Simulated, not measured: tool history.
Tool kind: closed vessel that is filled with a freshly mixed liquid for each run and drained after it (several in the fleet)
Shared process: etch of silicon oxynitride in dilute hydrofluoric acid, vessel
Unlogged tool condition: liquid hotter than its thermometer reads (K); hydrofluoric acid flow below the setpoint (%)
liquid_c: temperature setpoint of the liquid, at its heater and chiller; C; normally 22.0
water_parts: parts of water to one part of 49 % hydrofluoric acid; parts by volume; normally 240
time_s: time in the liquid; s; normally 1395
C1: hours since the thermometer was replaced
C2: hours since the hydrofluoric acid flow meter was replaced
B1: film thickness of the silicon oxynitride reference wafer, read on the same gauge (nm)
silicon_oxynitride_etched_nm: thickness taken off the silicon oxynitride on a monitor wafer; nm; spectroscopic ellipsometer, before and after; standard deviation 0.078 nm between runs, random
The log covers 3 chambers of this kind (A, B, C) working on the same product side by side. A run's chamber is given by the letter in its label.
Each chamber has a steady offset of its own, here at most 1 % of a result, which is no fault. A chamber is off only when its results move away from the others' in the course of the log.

{"run": "1A", "hour": 4.1, "liquid_c": 22.0, "water_parts": 240, "time_s": 1395, "C1": 792.4, "C2": 421.3, "B1": 150.0, "silicon_oxynitride_etched_nm": 10.077}
{"run": "2B", "hour": 11.6, "liquid_c": 22.0, "water_parts": 240, "time_s": 1395, "C1": 538.9, "C2": 797.5, "B1": 150.02, "silicon_oxynitride_etched_nm": 10.157}
{"run": "3C", "hour": 15.6, "liquid_c": 22.0, "water_parts": 240, "time_s": 1395, "C1": 1416.8, "C2": 37.7, "B1": 149.97, "silicon_oxynitride_etched_nm": 10.231}
{"run": "4A", "hour": 19.8, "liquid_c": 22.0, "water_parts": 240, "time_s": 1395, "C1": 808.1, "C2": 437.0, "B1": 150.0, "silicon_oxynitride_etched_nm": 10.112}
{"hour": 24.7, "done": "chamber B: hydrofluoric acid flow meter replaced"}
{"run": "5C", "hour": 27.5, "liquid_c": 22.0, "water_parts": 240, "time_s": 1395, "C1": 1428.7, "C2": 49.6, "B1": 149.99, "silicon_oxynitride_etched_nm": 10.418}
{"run": "6B", "hour": 34.1, "liquid_c": 22.0, "water_parts": 335, "time_s": 1395, "C1": 561.4, "C2": 9.5, "B1": 149.99, "silicon_oxynitride_etched_nm": 7.007}
{"run": "7B", "hour": 40.3, "liquid_c": 22.0, "water_parts": 335, "time_s": 1395, "C1": 567.6, "C2": 15.7, "B1": 149.96, "silicon_oxynitride_etched_nm": 7.0298}
{"run": "8A", "hour": 47.3, "liquid_c": 22.0, "water_parts": 335, "time_s": 1395, "C1": 835.6, "C2": 464.5, "B1": 150.02, "silicon_oxynitride_etched_nm": 6.8498}
{"run": "9C", "hour": 53.6, "liquid_c": 22.0, "water_parts": 305, "time_s": 2175, "C1": 1454.8, "C2": 75.7, "B1": 150.01, "silicon_oxynitride_etched_nm": 11.986}
{"run": "10A", "hour": 57.9, "liquid_c": 22.0, "water_parts": 305, "time_s": 2175, "C1": 846.2, "C2": 475.1, "B1": 149.97, "silicon_oxynitride_etched_nm": 11.988}
{"run": "11C", "hour": 63.0, "liquid_c": 22.0, "water_parts": 305, "time_s": 2175, "C1": 1464.2, "C2": 85.1, "B1": 149.99, "silicon_oxynitride_etched_nm": 12.031}
{"run": "12B", "hour": 68.2, "liquid_c": 22.0, "water_parts": 240, "time_s": 1650, "C1": 595.5, "C2": 43.6, "B1": 149.99, "silicon_oxynitride_etched_nm": 12.16}
{"run": "13C", "hour": 73.8, "liquid_c": 22.0, "water_parts": 240, "time_s": 1650, "C1": 1475.0, "C2": 95.9, "B1": 149.99, "silicon_oxynitride_etched_nm": 12.146}
{"run": "14A", "hour": 81.2, "liquid_c": 22.0, "water_parts": 240, "time_s": 1650, "C1": 869.5, "C2": 498.4, "B1": 150.0, "silicon_oxynitride_etched_nm": 11.793}
{"run": "15B", "hour": 88.4, "liquid_c": 22.0, "water_parts": 240, "time_s": 1395, "C1": 615.7, "C2": 63.8, "B1": 149.96, "silicon_oxynitride_etched_nm": 10.32}
{"run": "16C", "hour": 94.4, "liquid_c": 22.0, "water_parts": 240, "time_s": 1395, "C1": 1495.6, "C2": 116.5, "B1": 150.0, "silicon_oxynitride_etched_nm": 10.369}
{"run": "17B", "hour": 101.9, "liquid_c": 24.0, "water_parts": 240, "time_s": 1395, "C1": 629.2, "C2": 77.3, "B1": 150.02, "silicon_oxynitride_etched_nm": 11.129}
{"run": "18A", "hour": 108.1, "liquid_c": 24.0, "water_parts": 240, "time_s": 1395, "C1": 896.4, "C2": 525.3, "B1": 150.02, "silicon_oxynitride_etched_nm": 11.18}
{"run": "19A", "hour": 111.8, "liquid_c": 24.0, "water_parts": 240, "time_s": 1395, "C1": 900.1, "C2": 529.0, "B1": 149.99, "silicon_oxynitride_etched_nm": 11.026}
{"run": "20B", "hour": 115.9, "liquid_c": 22.0, "water_parts": 240, "time_s": 1395, "C1": 643.2, "C2": 91.3, "B1": 149.99, "silicon_oxynitride_etched_nm": 10.172}
{"run": "21C", "hour": 123.6, "liquid_c": 22.0, "water_parts": 240, "time_s": 1395, "C1": 1524.8, "C2": 145.7, "B1": 150.0, "silicon_oxynitride_etched_nm": 10.357}
{"run": "22B", "hour": 128.7, "liquid_c": 22.0, "water_parts": 240, "time_s": 1395, "C1": 656.0, "C2": 104.1, "B1": 149.99, "silicon_oxynitride_etched_nm": 10.278}
{"run": "23A", "hour": 136.0, "liquid_c": 22.0, "water_parts": 240, "time_s": 1395, "C1": 924.3, "C2": 553.2, "B1": 149.98, "silicon_oxynitride_etched_nm": 10.143}
{"run": "24C", "hour": 142.3, "liquid_c": 19.5, "water_parts": 240, "time_s": 645, "C1": 1543.5, "C2": 164.4, "B1": 149.98, "silicon_oxynitride_etched_nm": 4.2192}

One chamber off, gauge drift, or nothing amiss beyond the chambers' own small offsets? If it is a chamber, which one, and what is the likeliest cause?

No chamber stands off beyond its own small offset, and the gauge holds steady.
